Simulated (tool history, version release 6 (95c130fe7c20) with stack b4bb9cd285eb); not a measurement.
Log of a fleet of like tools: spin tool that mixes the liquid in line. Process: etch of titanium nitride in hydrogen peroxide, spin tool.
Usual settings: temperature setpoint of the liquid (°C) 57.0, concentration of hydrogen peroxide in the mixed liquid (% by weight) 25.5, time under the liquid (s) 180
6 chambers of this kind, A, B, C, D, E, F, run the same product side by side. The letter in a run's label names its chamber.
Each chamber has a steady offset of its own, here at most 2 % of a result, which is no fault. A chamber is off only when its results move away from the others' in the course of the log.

run	day	temperature setpoint of the liquid (°C)	concentration of hydrogen peroxide in the mixed liquid (% by weight)	time under the liquid (s)	hours since the thermometer was replaced	hours since the peroxide flow meter was replaced	hours since the heated supply line was repaired	hours since the drum of peroxide was connected	read-back film thickness of the titanium nitride reference wafer, read on the same gauge (nm)	thickness taken off the titanium nitride on a monitor wafer (nm)
1D	0.358	57.0	25.5	180	57.2	1151.4	145.2	482.0	90.001	7.7357
2C	0.712	57.0	25.5	180	1319.4	107.1	642.4	485.3	90.008	7.7916
3E	1.029	57.0	25.5	180	242.9	97.5	2543.8	905.1	89.996	7.6845
4B	1.358	57.0	25.5	180	1074.6	1695.7	1765.9	1015.1	90.003	7.7985
5F	1.633	57.0	25.5	180	457.3	106.6	1554.1	186.2	90.023	7.7424
6A	1.854	57.0	25.5	180	339.7	1535.1	432.1	50.3	89.998	7.8727
7F	2.133	57.0	25.5	180	469.3	118.6	1566.1	198.2	90.002	7.7198
8E	2.317	62.5	29.5	180	273.8	128.4	2574.7	936.0	90.014	11.5790
9A	2.533	62.5	29.5	180	356.0	1551.4	448.4	66.6	90.018	11.5970
10B	2.758	62.5	29.5	180	1108.2	1729.3	1799.5	1048.7	90.003	11.8330
11D	3.096	62.5	29.5	180	122.9	1217.1	210.9	547.7	90.009	11.6760
# day 3.138: chamber E: new drum of peroxide connected
12C	3.442	62.5	29.5	180	1384.9	172.6	707.9	550.8	89.992	11.6180
13A	3.800	62.5	29.5	180	386.4	1581.8	478.8	97.0	89.990	11.9310
14D	4.038	57.0	25.5	180	145.5	1239.7	233.5	570.3	90.006	7.8519
15F	4.400	57.0	25.5	180	523.7	173.0	1620.5	252.6	90.013	7.6624
# day 4.558: chamber E: heated supply line repaired
16E	4.783	57.0	25.5	180	333.0	187.6	5.5	39.6	89.998	7.8621
17C	4.996	57.0	25.5	180	1422.2	209.9	745.2	588.1	89.998	7.7594
18B	5.250	57.0	25.5	180	1168.0	1789.1	1859.3	1108.5	90.003	7.8327
# day 5.308: chamber A: peroxide flow meter replaced
19C	5.454	57.0	25.5	180	1433.2	220.9	756.2	599.1	89.990	7.7425
20B	5.725	57.0	25.5	180	1179.4	1800.5	1870.7	1119.9	89.989	7.8172
21F	6.129	57.0	25.5	180	565.2	214.5	1662.0	294.1	89.999	7.6203
22A	6.404	57.0	25.5	180	448.9	26.4	541.3	159.5	89.995	7.8014
23E	6.812	51.5	19.5	180	381.7	236.3	54.2	88.3	90.000	5.1174
# day 6.842: chamber F: new drum of peroxide connected
24D	7.167	51.5	19.5	180	220.6	1314.8	308.6	645.4	90.028	5.0627
25E	7.396	51.5	19.5	180	395.7	250.3	68.2	102.3	89.978	5.0746
26C	7.800	51.5	19.5	180	1489.5	277.2	812.5	655.4	89.993	4.9532
27F	8.079	51.5	19.5	180	612.0	261.3	1708.8	29.8	89.989	4.9695
28B	8.438	51.5	19.5	180	1244.5	1865.6	1935.8	1185.0	89.996	5.0330
29D	8.842	57.0	25.5	180	260.8	1355.0	348.8	685.6	89.985	7.8988
# day 8.975: chamber D: new drum of peroxide connected
30A	9.221	52.0	30.0	180	516.5	94.0	608.9	227.1	89.990	5.7052
31C	9.462	52.0	30.0	180	1529.4	317.1	852.4	695.3	89.998	5.6143
32A	9.804	52.0	30.0	180	530.5	108.0	622.9	241.1	89.984	5.6601
33F	10.042	52.0	30.0	180	659.1	308.4	1755.9	76.9	90.009	5.6977
34B	10.271	52.0	30.0	180	1288.5	1909.6	1979.8	1229.0	90.017	5.7097
35E	10.542	52.0	30.0	180	471.2	325.8	143.7	177.8	89.997	5.8780
36D	10.904	57.0	25.5	180	310.3	1404.5	398.3	46.4	90.015	7.9382
37A	11.238	57.0	25.5	75	564.9	142.4	657.3	275.5	89.987	3.2585
38C	11.446	57.0	25.5	75	1577.0	364.7	900.0	742.9	90.020	3.1531
39D	11.758	57.0	25.5	75	330.8	1425.0	418.8	66.9	90.003	3.2892
40E	12.008	57.0	25.5	75	506.4	361.0	178.9	213.0	90.007	3.4192
41F	12.300	57.0	25.5	75	713.3	362.6	1810.1	131.1	89.995	3.1648
42B	12.662	57.0	25.5	75	1345.9	1967.0	2037.2	1286.4	90.009	3.2703

All 6 chambers run these settings next. Forecast each chamber's results:
43A	12.954	57.0	25.5	180						?
43B	12.954	57.0	25.5	180						?
43C	12.954	57.0	25.5	180						?
43D	12.954	57.0	25.5	180						?
43E	12.954	57.0	25.5	180						?
43F	12.954	57.0	25.5	180						?

run	thickness taken off the titanium nitride on a monitor wafer (nm)
43A	7.7689
43B	7.7626
43C	7.7811
43D	7.7344
43E	8.2135
43F	7.7883
